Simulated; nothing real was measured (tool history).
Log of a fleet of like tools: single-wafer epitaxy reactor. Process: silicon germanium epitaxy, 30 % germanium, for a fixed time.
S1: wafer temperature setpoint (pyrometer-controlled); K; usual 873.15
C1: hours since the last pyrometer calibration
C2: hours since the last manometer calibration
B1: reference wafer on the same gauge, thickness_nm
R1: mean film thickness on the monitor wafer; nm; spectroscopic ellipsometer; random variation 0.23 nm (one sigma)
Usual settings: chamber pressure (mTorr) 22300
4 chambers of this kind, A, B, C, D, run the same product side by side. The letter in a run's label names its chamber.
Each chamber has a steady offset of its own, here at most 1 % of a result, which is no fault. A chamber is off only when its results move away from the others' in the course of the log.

{"run": "1B", "hour": 7.1, "S1": 873.15, "chamber pressure (mTorr)": 22300, "C1": 2319.3, "C2": 2618.2, "B1": 56.026, "R1": 62.009}
{"run": "2C", "hour": 13.6, "S1": 873.15, "chamber pressure (mTorr)": 22300, "C1": 1070.6, "C2": 252.3, "B1": 56.037, "R1": 61.847}
{"run": "3A", "hour": 22.9, "S1": 873.15, "chamber pressure (mTorr)": 22300, "C1": 1986.6, "C2": 61.0, "B1": 55.948, "R1": 61.951}
{"hour": 24.7, "done": "chamber B: capacitance manometer re-zeroed and calibrated"}
{"run": "4D", "hour": 30.0, "S1": 873.15, "chamber pressure (mTorr)": 22300, "C1": 659.8, "C2": 638.0, "B1": 55.991, "R1": 61.827}
{"run": "5D", "hour": 39.5, "S1": 873.15, "chamber pressure (mTorr)": 22300, "C1": 669.3, "C2": 647.5, "B1": 55.961, "R1": 61.9}
{"run": "6C", "hour": 47.9, "S1": 866.15, "chamber pressure (mTorr)": 24100, "C1": 1104.9, "C2": 286.6, "B1": 56.011, "R1": 55.905}
{"run": "7A", "hour": 54.5, "S1": 866.15, "chamber pressure (mTorr)": 24100, "C1": 2018.2, "C2": 92.6, "B1": 55.959, "R1": 56.308}
{"run": "8B", "hour": 61.8, "S1": 866.15, "chamber pressure (mTorr)": 24100, "C1": 2374.0, "C2": 37.2, "B1": 56.019, "R1": 56.285}
{"run": "9A", "hour": 69.3, "S1": 866.15, "chamber pressure (mTorr)": 24100, "C1": 2033.0, "C2": 107.4, "B1": 55.979, "R1": 56.405}
{"run": "10C", "hour": 78.6, "S1": 873.15, "chamber pressure (mTorr)": 22300, "C1": 1135.6, "C2": 317.3, "B1": 55.994, "R1": 61.878}
{"run": "11B", "hour": 84.0, "S1": 873.15, "chamber pressure (mTorr)": 22300, "C1": 2396.2, "C2": 59.4, "B1": 55.982, "R1": 61.751}
{"run": "12D", "hour": 90.3, "S1": 873.15, "chamber pressure (mTorr)": 22300, "C1": 720.1, "C2": 698.3, "B1": 55.947, "R1": 61.823}
{"run": "13C", "hour": 102.3, "S1": 862.15, "chamber pressure (mTorr)": 27100, "C1": 1159.3, "C2": 341.0, "B1": 56.015, "R1": 54.322}
{"run": "14D", "hour": 112.7, "S1": 862.15, "chamber pressure (mTorr)": 27100, "C1": 742.5, "C2": 720.7, "B1": 56.024, "R1": 54.486}
{"run": "15A", "hour": 123.6, "S1": 862.15, "chamber pressure (mTorr)": 27100, "C1": 2087.3, "C2": 161.7, "B1": 56.003, "R1": 54.36}
{"hour": 125.2, "done": "chamber A: pyrometer calibrated"}
{"run": "16B", "hour": 135.1, "S1": 862.15, "chamber pressure (mTorr)": 27100, "C1": 2447.3, "C2": 110.5, "B1": 55.987, "R1": 54.676}
{"run": "17A", "hour": 141.2, "S1": 873.15, "chamber pressure (mTorr)": 22300, "C1": 16.0, "C2": 179.3, "B1": 56.0, "R1": 62.177}
{"run": "18D", "hour": 152.9, "S1": 873.15, "chamber pressure (mTorr)": 22300, "C1": 782.7, "C2": 760.9, "B1": 56.079, "R1": 61.497}
{"run": "19B", "hour": 161.2, "S1": 873.15, "chamber pressure (mTorr)": 22300, "C1": 2473.4, "C2": 136.6, "B1": 55.99, "R1": 61.913}
{"run": "20C", "hour": 168.4, "S1": 873.15, "chamber pressure (mTorr)": 22300, "C1": 1225.4, "C2": 407.1, "B1": 55.973, "R1": 60.378}
{"run": "21A", "hour": 178.0, "S1": 873.15, "chamber pressure (mTorr)": 22300, "C1": 52.8, "C2": 216.1, "B1": 56.002, "R1": 61.992}
{"run": "22C", "hour": 185.9, "S1": 873.15, "chamber pressure (mTorr)": 22300, "C1": 1242.9, "C2": 424.6, "B1": 55.983, "R1": 60.283}
{"run": "23D", "hour": 195.6, "S1": 873.15, "chamber pressure (mTorr)": 22300, "C1": 825.4, "C2": 803.6, "B1": 55.983, "R1": 61.902}
{"run": "24B", "hour": 201.5, "S1": 873.15, "chamber pressure (mTorr)": 22300, "C1": 2513.7, "C2": 176.9, "B1": 55.979, "R1": 61.783}
{"run": "25D", "hour": 211.0, "S1": 873.15, "chamber pressure (mTorr)": 22300, "C1": 840.8, "C2": 819.0, "B1": 56.037, "R1": 61.254}
{"run": "26C", "hour": 221.7, "S1": 873.15, "chamber pressure (mTorr)": 22300, "C1": 1278.7, "C2": 460.4, "B1": 55.996, "R1": 59.878}
{"run": "27A", "hour": 228.4, "S1": 873.15, "chamber pressure (mTorr)": 22300, "C1": 103.2, "C2": 266.5, "B1": 56.027, "R1": 62.071}

Is one chamber off against the others, does the gauge drift, or is nothing wrong? If a chamber is off, say which, and what the likeliest cause is.

Chamber C drifts away from the others.
Cause: wafer temperature below the value expected at the setpoint (K) = 1.85.
The log may not tell that from: true pressure below the setpoint (%).

Here are 4 candidates for chamber C's next run, each the usual settings with a change, their results left as question marks. Which one brings its results back in line with what the others give on the usual settings?
In line means no further than this from the other chambers' mean on the usual settings: R1 0.790 nm
{"run": "28C-1", "hour": 237.0, "S1": 869.15, "chamber pressure (mTorr)": 22300, "R1": "?"}
{"run": "28C-2", "hour": 237.0, "S1": 877.15, "chamber pressure (mTorr)": 22300, "R1": "?"}
{"run": "28C-3", "hour": 237.0, "S1": 871.15, "chamber pressure (mTorr)": 22100, "R1": "?"}
{"run": "28C-4", "hour": 237.0, "S1": 875.15, "chamber pressure (mTorr)": 22500, "R1": "?"}

The other chambers' mean on the usual settings: R1 61.821 nm
run=28C-1 R1=55.251
run=28C-2 R1=63.984
run=28C-3 R1=57.120
run=28C-4 R1=61.919
28C-4 brings the chamber back in line.

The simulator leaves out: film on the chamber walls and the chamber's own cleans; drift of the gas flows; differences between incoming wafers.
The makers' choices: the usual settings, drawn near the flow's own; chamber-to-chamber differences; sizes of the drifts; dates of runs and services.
